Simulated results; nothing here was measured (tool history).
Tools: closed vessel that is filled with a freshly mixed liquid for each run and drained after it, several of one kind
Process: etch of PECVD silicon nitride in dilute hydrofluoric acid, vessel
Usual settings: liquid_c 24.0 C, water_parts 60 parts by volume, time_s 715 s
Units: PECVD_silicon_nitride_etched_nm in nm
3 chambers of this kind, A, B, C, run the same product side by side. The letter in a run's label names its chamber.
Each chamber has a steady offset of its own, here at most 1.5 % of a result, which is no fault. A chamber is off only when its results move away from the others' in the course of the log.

run,day,liquid_c,water_parts,time_s,hours since the thermometer was replaced,hours since the hydrofluoric acid flow meter was replaced,"read-back film thickness of the PECVD silicon nitride reference wafer, read on the same gauge (nm)",PECVD_silicon_nitride_etched_nm
1C,0.267,24.0,60,715,2017.3,12.4,89.974,57.798
2B,0.454,24.0,60,715,1616.5,150.2,90.021,56.248
3A,0.725,24.0,60,715,137.6,54.3,90.003,57.458
4C,0.942,24.0,60,715,2033.5,28.6,89.983,57.640
5A,1.229,24.0,45,345,149.7,66.4,89.986,36.219
6B,1.596,24.0,45,345,1643.9,177.6,90.002,36.359
7B,1.908,24.0,45,345,1651.4,185.1,90.041,36.673
8C,2.121,24.0,60,1070,2061.8,56.9,90.008,86.294
9A,2.379,24.0,60,1070,177.3,94.0,90.004,85.375
10B,2.675,24.0,60,1070,1669.8,203.5,89.991,85.222
11C,2.942,24.0,60,715,2081.5,76.6,90.007,57.935
12A,3.308,24.0,60,715,199.6,116.3,89.994,57.798
13A,3.658,24.0,60,715,208.0,124.7,90.022,57.147
14C,4.017,24.0,60,715,2107.3,102.4,89.967,57.325
15B,4.358,28.5,70,715,1710.2,243.9,90.000,66.161
16B,4.533,28.5,70,715,1714.4,248.1,90.005,66.220
17C,4.750,28.5,70,715,2124.9,120.0,89.985,66.782
18A,5.021,24.0,60,715,240.7,157.4,89.979,57.062
19B,5.312,24.0,60,715,1733.1,266.8,90.011,58.157
20C,5.521,24.0,60,715,2143.4,138.5,90.002,58.115
21A,5.892,21.0,60,1080,261.6,178.3,89.999,70.464
22C,6.250,21.0,60,1080,2160.9,156.0,89.991,71.541
23B,6.450,21.0,60,1080,1760.4,294.1,90.026,72.682
24A,6.796,24.0,50,970,283.3,200.0,89.982,92.667
25C,6.967,24.0,50,970,2178.1,173.2,89.991,93.998
26A,7.279,24.0,50,970,294.9,211.6,89.982,91.857
27B,7.454,24.0,60,715,1784.5,318.2,89.977,60.262
28B,7.638,24.0,60,715,1788.9,322.6,90.012,59.922
29C,7.888,24.0,60,715,2200.2,195.3,90.031,57.794
30A,8.054,24.0,60,715,313.5,230.2,90.002,56.911
31B,8.300,27.5,60,895,1804.8,338.5,90.030,94.415
32C,8.621,27.5,60,895,2217.8,212.9,89.997,90.972
33A,8.946,27.5,60,895,334.9,251.6,90.005,90.891
34C,9.254,26.0,70,715,2233.0,228.1,89.982,56.438
35B,9.512,26.0,70,715,1833.9,367.6,89.981,59.346
36A,9.733,26.0,70,715,353.8,270.5,90.020,55.921
37A,10.012,24.0,60,715,360.5,277.2,90.009,57.508
38C,10.296,21.0,60,495,2258.0,253.1,90.009,32.709
39B,10.525,21.0,60,495,1858.2,391.9,89.970,34.416
40C,10.688,21.0,60,495,2267.4,262.5,90.008,32.561
41A,10.900,24.0,60,715,381.8,298.5,90.008,57.617
42B,11.071,22.5,60,715,1871.3,405.0,90.005,55.222

Is one chamber off against the others, does the gauge drift, or is nothing wrong? If a chamber is off, say which, and what the likeliest cause is.

Chamber B drifts away from the others.
Cause: hydrofluoric acid flow above the setpoint (%) = 8.2.
The log may not tell that from: liquid hotter than its thermometer reads (K).

Here are 4 candidates for chamber B's next run, each the usual settings with a change, their results left as question marks. Which one brings its results back in line with what the others give on the usual settings?
In line means no further than this from the other chambers' mean on the usual settings: PECVD_silicon_nitride_etched_nm 1.400 nm
43B-1,11.333,24.0,60,725,,,,?
43B-2,11.333,24.0,60,755,,,,?
43B-3,11.333,24.0,60,675,,,,?
43B-4,11.333,24.0,60,705,,,,?

The other chambers' mean on the usual settings: PECVD_silicon_nitride_etched_nm 57.483 nm
run,PECVD_silicon_nitride_etched_nm
43B-1,62.087
43B-2,64.656
43B-3,57.805
43B-4,60.374
43B-3 brings the chamber back in line.
